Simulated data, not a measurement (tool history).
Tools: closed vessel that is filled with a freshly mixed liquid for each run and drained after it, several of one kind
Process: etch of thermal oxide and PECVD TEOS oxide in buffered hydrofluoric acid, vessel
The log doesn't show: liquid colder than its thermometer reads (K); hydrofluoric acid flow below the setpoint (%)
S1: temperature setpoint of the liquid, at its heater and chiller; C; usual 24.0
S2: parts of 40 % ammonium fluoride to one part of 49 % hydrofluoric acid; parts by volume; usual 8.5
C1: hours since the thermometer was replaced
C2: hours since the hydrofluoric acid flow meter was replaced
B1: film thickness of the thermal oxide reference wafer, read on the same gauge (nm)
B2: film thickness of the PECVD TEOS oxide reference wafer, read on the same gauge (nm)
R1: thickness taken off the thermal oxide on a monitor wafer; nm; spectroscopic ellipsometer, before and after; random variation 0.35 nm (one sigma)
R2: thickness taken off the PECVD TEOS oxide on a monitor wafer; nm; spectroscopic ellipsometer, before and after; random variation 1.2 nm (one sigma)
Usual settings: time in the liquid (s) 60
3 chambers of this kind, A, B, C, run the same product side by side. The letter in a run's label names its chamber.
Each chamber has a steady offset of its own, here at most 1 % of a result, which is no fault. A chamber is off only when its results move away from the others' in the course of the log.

{"run": "1B", "day": 0.242, "S1": 24.0, "S2": 8.5, "time in the liquid (s)": 60, "C1": 1181.6, "C2": 239.6, "B1": 150.06, "B2": 99.994, "R1": 79.155, "R2": 127.03}
{"run": "2C", "day": 0.496, "S1": 24.0, "S2": 8.5, "time in the liquid (s)": 60, "C1": 995.4, "C2": 391.6, "B1": 149.98, "B2": 99.999, "R1": 78.702, "R2": 126.48}
{"run": "3A", "day": 0.771, "S1": 24.0, "S2": 8.5, "time in the liquid (s)": 60, "C1": 270.6, "C2": 317.6, "B1": 149.98, "B2": 100.02, "R1": 79.116, "R2": 126.2}
{"run": "4B", "day": 1.021, "S1": 24.0, "S2": 8.5, "time in the liquid (s)": 60, "C1": 1200.3, "C2": 258.3, "B1": 149.96, "B2": 100.01, "R1": 79.252, "R2": 126.74}
{"run": "5A", "day": 1.262, "S1": 24.0, "S2": 8.5, "time in the liquid (s)": 60, "C1": 282.4, "C2": 329.4, "B1": 150.0, "B2": 100.0, "R1": 78.597, "R2": 125.83}
{"run": "6C", "day": 1.479, "S1": 24.0, "S2": 8.5, "time in the liquid (s)": 60, "C1": 1019.0, "C2": 415.2, "B1": 150.0, "B2": 99.982, "R1": 78.76, "R2": 128.6}
{"run": "7B", "day": 1.65, "S1": 24.0, "S2": 8.5, "time in the liquid (s)": 60, "C1": 1215.4, "C2": 273.4, "B1": 150.03, "B2": 100.04, "R1": 79.163, "R2": 125.71}
{"run": "8C", "day": 1.867, "S1": 24.0, "S2": 8.5, "time in the liquid (s)": 60, "C1": 1028.3, "C2": 424.5, "B1": 150.01, "B2": 100.01, "R1": 78.907, "R2": 127.22}
{"run": "9A", "day": 2.038, "S1": 24.0, "S2": 8.5, "time in the liquid (s)": 60, "C1": 301.0, "C2": 348.0, "B1": 149.99, "B2": 99.972, "R1": 78.428, "R2": 124.88}
{"run": "10C", "day": 2.25, "S1": 24.0, "S2": 8.5, "time in the liquid (s)": 60, "C1": 1037.5, "C2": 433.7, "B1": 150.0, "B2": 99.969, "R1": 78.278, "R2": 125.9}
{"run": "11A", "day": 2.429, "S1": 20.5, "S2": 8.5, "time in the liquid (s)": 60, "C1": 310.4, "C2": 357.4, "B1": 150.04, "B2": 100.02, "R1": 64.957, "R2": 103.81}
{"run": "12B", "day": 2.575, "S1": 20.5, "S2": 8.5, "time in the liquid (s)": 60, "C1": 1237.6, "C2": 295.6, "B1": 150.06, "B2": 99.99, "R1": 64.961, "R2": 103.91}
{"run": "13A", "day": 2.846, "S1": 20.5, "S2": 8.5, "time in the liquid (s)": 60, "C1": 320.4, "C2": 367.4, "B1": 150.05, "B2": 99.986, "R1": 64.598, "R2": 105.58}
{"run": "14B", "day": 3.0, "S1": 22.0, "S2": 5.0, "time in the liquid (s)": 60, "C1": 1247.8, "C2": 305.8, "B1": 150.04, "B2": 100.04, "R1": 118.28, "R2": 186.48}
{"run": "15C", "day": 3.133, "S1": 22.0, "S2": 5.0, "time in the liquid (s)": 60, "C1": 1058.7, "C2": 454.9, "B1": 149.97, "B2": 100.01, "R1": 115.84, "R2": 183.56}
{"run": "16B", "day": 3.279, "S1": 22.0, "S2": 5.0, "time in the liquid (s)": 60, "C1": 1254.5, "C2": 312.5, "B1": 150.01, "B2": 100.0, "R1": 117.32, "R2": 187.89}
{"run": "17A", "day": 3.421, "S1": 24.0, "S2": 8.5, "time in the liquid (s)": 60, "C1": 334.2, "C2": 381.2, "B1": 149.98, "B2": 100.04, "R1": 78.502, "R2": 128.72}
{"run": "18C", "day": 3.671, "S1": 24.0, "S2": 6.0, "time in the liquid (s)": 95, "C1": 1071.6, "C2": 467.8, "B1": 149.92, "B2": 100.03, "R1": 175.27, "R2": 284.06}
{"run": "19B", "day": 3.888, "S1": 24.0, "S2": 6.0, "time in the liquid (s)": 95, "C1": 1269.1, "C2": 327.1, "B1": 149.97, "B2": 100.0, "R1": 177.16, "R2": 288.33}
{"run": "20C", "day": 4.15, "S1": 24.0, "S2": 6.0, "time in the liquid (s)": 95, "C1": 1083.1, "C2": 479.3, "B1": 149.99, "B2": 99.986, "R1": 175.02, "R2": 281.55}
{"run": "21A", "day": 4.271, "S1": 24.0, "S2": 8.5, "time in the liquid (s)": 60, "C1": 354.6, "C2": 401.6, "B1": 150.01, "B2": 100.01, "R1": 78.608, "R2": 125.19}
{"run": "22C", "day": 4.412, "S1": 24.0, "S2": 8.5, "time in the liquid (s)": 60, "C1": 1089.4, "C2": 485.6, "B1": 150.01, "B2": 99.969, "R1": 79.312, "R2": 127.16}
{"run": "23A", "day": 4.608, "S1": 24.0, "S2": 8.5, "time in the liquid (s)": 60, "C1": 362.7, "C2": 409.7, "B1": 149.99, "B2": 100.01, "R1": 78.748, "R2": 127.41}
{"run": "24B", "day": 4.829, "S1": 24.0, "S2": 8.5, "time in the liquid (s)": 60, "C1": 1291.7, "C2": 349.7, "B1": 150.02, "B2": 99.995, "R1": 78.688, "R2": 126.02}
{"run": "25C", "day": 5.083, "S1": 24.0, "S2": 8.5, "time in the liquid (s)": 60, "C1": 1105.5, "C2": 501.7, "B1": 150.0, "B2": 99.977, "R1": 79.112, "R2": 124.44}
{"run": "26B", "day": 5.262, "S1": 22.0, "S2": 8.5, "time in the liquid (s)": 60, "C1": 1302.1, "C2": 360.1, "B1": 150.0, "B2": 100.01, "R1": 71.143, "R2": 115.14}
{"run": "27A", "day": 5.475, "S1": 22.0, "S2": 8.5, "time in the liquid (s)": 60, "C1": 383.5, "C2": 430.5, "B1": 149.99, "B2": 99.966, "R1": 70.033, "R2": 113.45}

All 3 chambers run these settings next. Forecast each chamber's results:
{"run": "28A", "day": 5.675, "S1": 24.0, "S2": 8.5, "time in the liquid (s)": 60, "R1": "?", "R2": "?"}
{"run": "28B", "day": 5.675, "S1": 24.0, "S2": 8.5, "time in the liquid (s)": 60, "R1": "?", "R2": "?"}
{"run": "28C", "day": 5.675, "S1": 24.0, "S2": 8.5, "time in the liquid (s)": 60, "R1": "?", "R2": "?"}

run=28A R1=78.595 R2=126.05
run=28B R1=79.034 R2=125.58
run=28C R1=78.646 R2=127.37
